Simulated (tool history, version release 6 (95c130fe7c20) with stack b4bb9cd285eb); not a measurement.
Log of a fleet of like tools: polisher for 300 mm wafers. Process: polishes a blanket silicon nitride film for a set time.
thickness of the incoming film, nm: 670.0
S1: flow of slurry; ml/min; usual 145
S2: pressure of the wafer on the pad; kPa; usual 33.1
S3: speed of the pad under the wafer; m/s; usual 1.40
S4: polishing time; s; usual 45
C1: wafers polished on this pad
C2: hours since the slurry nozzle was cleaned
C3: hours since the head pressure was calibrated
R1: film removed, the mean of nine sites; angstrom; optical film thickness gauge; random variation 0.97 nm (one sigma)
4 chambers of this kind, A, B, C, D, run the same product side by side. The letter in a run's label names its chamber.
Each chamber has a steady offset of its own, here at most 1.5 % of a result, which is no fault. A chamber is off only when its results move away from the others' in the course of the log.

Run 1C, day 0.158: usual settings; C1 40; C2 316.5; C3 648.7. Result: R1 1161.50 angstrom.
At day 0.212: chamber D: slurry nozzle cleaned.
Run 2A, day 0.304: usual settings; C1 752; C2 78.2; C3 285.0. Result: R1 1153.30 angstrom.
Run 3B, day 0.500: usual settings; C1 899; C2 385.9; C3 985.1. Result: R1 1158.20 angstrom.
Run 4D, day 0.683: usual settings; C1 476; C2 11.4; C3 392.6. Result: R1 1154.40 angstrom.
Run 5B, day 0.883: usual settings; C1 992; C2 395.1; C3 994.3. Result: R1 1174.10 angstrom.
Run 6A, day 1.071: usual settings but S4 36 s; C1 938; C2 96.6; C3 303.4. Result: R1 921.36 angstrom.
Run 7D, day 1.212: usual settings but S4 36 s; C1 605; C2 24.1; C3 405.3. Result: R1 935.54 angstrom.
At day 1.317: chamber B: worn pad replaced by a new one.
Run 8C, day 1.338: usual settings but S4 36 s; C1 326; C2 344.8; C3 677.0. Result: R1 919.51 angstrom.
At day 1.371: chamber C: head pressure recalibrated.
Run 9B, day 1.542: usual settings but S4 36 s; C1 55; C2 410.9; C3 1010.1. Result: R1 935.45 angstrom.
Run 10C, day 1.654: usual settings; C1 403; C2 352.4; C3 6.8. Result: R1 1160.50 angstrom.
Run 11A, day 1.779: usual settings; C1 1110; C2 113.6; C3 320.4. Result: R1 1159.90 angstrom.
Run 12D, day 1.975: usual settings; C1 789; C2 42.4; C3 423.6. Result: R1 1162.50 angstrom.
Run 13A, day 2.092: usual settings; C1 1185; C2 121.1; C3 327.9. Result: R1 1164.70 angstrom.
At day 2.133: chamber D: worn pad replaced by a new one.
Run 14C, day 2.192: usual settings; C1 533; C2 365.3; C3 19.7. Result: R1 1153.40 angstrom.
Run 15B, day 2.329: usual settings but S1 110 ml/min, S3 1.64 m/s; C1 246; C2 429.8; C3 1029.0. Result: R1 1269.10 angstrom.
Run 16D, day 2.438: usual settings but S1 110 ml/min, S3 1.64 m/s; C1 74; C2 53.5; C3 434.7. Result: R1 1248.70 angstrom.
At day 2.542: chamber A: worn pad replaced by a new one.
Run 17B, day 2.642: usual settings but S1 110 ml/min, S3 1.64 m/s; C1 321; C2 437.3; C3 1036.5. Result: R1 1249.90 angstrom.
Run 18D, day 2.821: usual settings but S1 110 ml/min, S3 1.64 m/s; C1 167; C2 62.7; C3 443.9. Result: R1 1243.40 angstrom.
Run 19C, day 3.021: usual settings; C1 734; C2 385.2; C3 39.6. Result: R1 1164.20 angstrom.
Run 20A, day 3.121: usual settings but S1 185 ml/min; C1 141; C2 145.8; C3 352.6. Result: R1 1192.10 angstrom.
Run 21C, day 3.288: usual settings but S1 185 ml/min; C1 798; C2 391.6; C3 46.0. Result: R1 1214.80 angstrom.
At day 3.312: chamber A: head pressure recalibrated.
Run 22A, day 3.450: usual settings but S1 185 ml/min; C1 221; C2 153.7; C3 3.4. Result: R1 1219.90 angstrom.
Run 23D, day 3.617: usual settings but S1 185 ml/min; C1 360; C2 81.8; C3 463.0. Result: R1 1200.00 angstrom.
Run 24B, day 3.800: usual settings; C1 602; C2 465.1; C3 1064.3. Result: R1 1167.20 angstrom.
At day 3.933: chamber C: worn pad replaced by a new one.
Run 25B, day 3.950: usual settings; C1 638; C2 468.7; C3 1067.9. Result: R1 1159.50 angstrom.
Run 26A, day 4.150: usual settings; C1 390; C2 170.5; C3 20.2. Result: R1 1153.10 angstrom.
Run 27C, day 4.338: usual settings; C1 98; C2 416.8; C3 71.2. Result: R1 1183.70 angstrom.
Run 28D, day 4.521: usual settings; C1 579; C2 103.5; C3 484.7. Result: R1 1164.90 angstrom.
Run 29A, day 4.704: usual settings; C1 524; C2 183.8; C3 33.5. Result: R1 1150.60 angstrom.
Run 30B, day 4.867: usual settings; C1 860; C2 490.7; C3 1089.9. Result: R1 1178.20 angstrom.
Run 31D, day 5.025: usual settings; C1 701; C2 115.6; C3 496.8. Result: R1 1152.00 angstrom.
Run 32C, day 5.183: usual settings; C1 303; C2 437.1; C3 91.5. Result: R1 1168.40 angstrom.
Run 33A, day 5.271: usual settings but S2 22.1 kPa; C1 662; C2 197.4; C3 47.1. Result: R1 765.23 angstrom.
Run 34B, day 5.362: usual settings but S2 22.1 kPa; C1 980; C2 502.6; C3 1101.8. Result: R1 785.68 angstrom.

What goes on in this fleet: one chamber off, a drifting gauge, or nothing beyond the chambers' own small offsets? Name the chamber and the cause, if any.

No chamber stands off beyond its own small offset, and the gauge holds steady.
